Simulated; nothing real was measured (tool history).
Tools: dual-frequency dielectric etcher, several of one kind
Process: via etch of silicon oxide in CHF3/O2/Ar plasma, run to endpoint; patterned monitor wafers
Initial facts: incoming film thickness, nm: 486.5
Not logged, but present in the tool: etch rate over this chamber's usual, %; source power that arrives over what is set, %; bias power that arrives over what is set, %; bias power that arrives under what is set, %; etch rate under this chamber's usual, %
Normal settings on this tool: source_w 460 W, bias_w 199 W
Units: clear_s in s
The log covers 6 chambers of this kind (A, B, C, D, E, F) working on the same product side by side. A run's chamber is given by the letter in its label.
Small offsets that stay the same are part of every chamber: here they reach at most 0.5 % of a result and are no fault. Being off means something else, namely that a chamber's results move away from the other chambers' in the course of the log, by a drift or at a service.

| run | hour | source_w | bias_w | hours since the last wet clean | hours since the last source power generator calibration | hours since the last bias power generator calibration | clear_s |
|---|---|---|---|---|---|---|---|
| 1A | 5.1 | 460 | 199 | 83.2 | 1484.3 | 2888.7 | 262.86 |
| 2D | 8.4 | 460 | 199 | 37.8 | 1928.9 | 2110.8 | 264.21 |
|  | 9.8 | chamber F: source power generator calibrated |
| 3F | 13.8 | 460 | 199 | 181.2 | 4 | 89.9 | 262.12 |
| 4E | 19.2 | 460 | 199 | 373.7 | 1601.4 | 3198.8 | 263.22 |
| 5B | 22.2 | 460 | 199 | 32.7 | 1742.2 | 851.5 | 259.48 |
|  | 25 | chamber E: wet clean of the chamber |
| 6C | 26.7 | 460 | 199 | 298.3 | 586.1 | 674.1 | 263.73 |
|  | 27.4 | chamber D: bias power generator calibrated |
| 7C | 30.8 | 460 | 199 | 302.4 | 590.2 | 678.2 | 263 |
| 8F | 35.9 | 460 | 199 | 203.3 | 26.1 | 112 | 259.79 |
| 9E | 40.5 | 460 | 199 | 15.5 | 1622.7 | 3220.1 | 261.04 |
| 10D | 44.8 | 460 | 199 | 74.2 | 1965.3 | 17.4 | 261.12 |
| 11A | 50.6 | 460 | 199 | 128.7 | 1529.8 | 2934.2 | 262.66 |
| 12B | 53.9 | 460 | 199 | 64.4 | 1773.9 | 883.2 | 264.02 |
| 13B | 58.9 | 460 | 199 | 69.4 | 1778.9 | 888.2 | 261.76 |
| 14E | 62.4 | 460 | 199 | 37.4 | 1644.6 | 3242 | 261.96 |
| 15C | 68.4 | 460 | 199 | 340 | 627.8 | 715.8 | 264.08 |
| 16A | 72.9 | 460 | 199 | 151 | 1552.1 | 2956.5 | 263.45 |
| 17F | 78.8 | 460 | 199 | 246.2 | 69 | 154.9 | 263.93 |
| 18D | 82.7 | 420 | 199 | 112.1 | 2003.2 | 55.3 | 271.57 |
| 19B | 86.9 | 420 | 199 | 97.4 | 1806.9 | 916.2 | 270.28 |
| 20D | 93.1 | 420 | 199 | 122.5 | 2013.6 | 65.7 | 272.8 |
| 21F | 98.1 | 420 | 199 | 265.5 | 88.3 | 174.2 | 271.74 |
| 22E | 103.3 | 420 | 199 | 78.3 | 1685.5 | 3282.9 | 269.77 |
| 23A | 108.8 | 420 | 199 | 186.9 | 1588 | 2992.4 | 272.4 |
| 24C | 112.4 | 460 | 199 | 384 | 671.8 | 759.8 | 264.07 |
| 25A | 116.9 | 460 | 199 | 195 | 1596.1 | 3000.5 | 261.68 |
| 26B | 121.6 | 560 | 230 | 132.1 | 1841.6 | 950.9 | 231.46 |
| 27D | 126.7 | 560 | 230 | 156.1 | 2047.2 | 99.3 | 235.16 |
| 28F | 132.4 | 560 | 230 | 299.8 | 122.6 | 208.5 | 227.57 |
| 29E | 138.3 | 560 | 230 | 113.3 | 1720.5 | 3317.9 | 232.45 |
| 30C | 144.1 | 560 | 230 | 415.7 | 703.5 | 791.5 | 232.25 |
|  | 146.8 | chamber F: wet clean of the chamber |
| 31F | 147.7 | 560 | 230 | 1 | 137.9 | 223.8 | 232.36 |
| 32A | 150.7 | 520 | 171 | 228.8 | 1629.9 | 3034.3 | 261.51 |
| 33B | 154.9 | 520 | 171 | 165.4 | 1874.9 | 984.2 | 263.2 |
| 34E | 160.2 | 520 | 171 | 135.2 | 1742.4 | 3339.8 | 266.39 |
| 35C | 165.3 | 520 | 171 | 436.9 | 724.7 | 812.7 | 261.52 |
| 36D | 171.7 | 520 | 171 | 201.1 | 2092.2 | 144.3 | 264.5 |
| 37B | 177 | 520 | 171 | 187.5 | 1897 | 1006.3 | 263.9 |

Is one chamber out of step, is the gauge drifting, or do the chambers differ by no more than their own small offsets? For an off chamber, give its letter and the likeliest cause.

The fleet is healthy, with each chamber sitting at its usual small offset and no drift in the gauge.
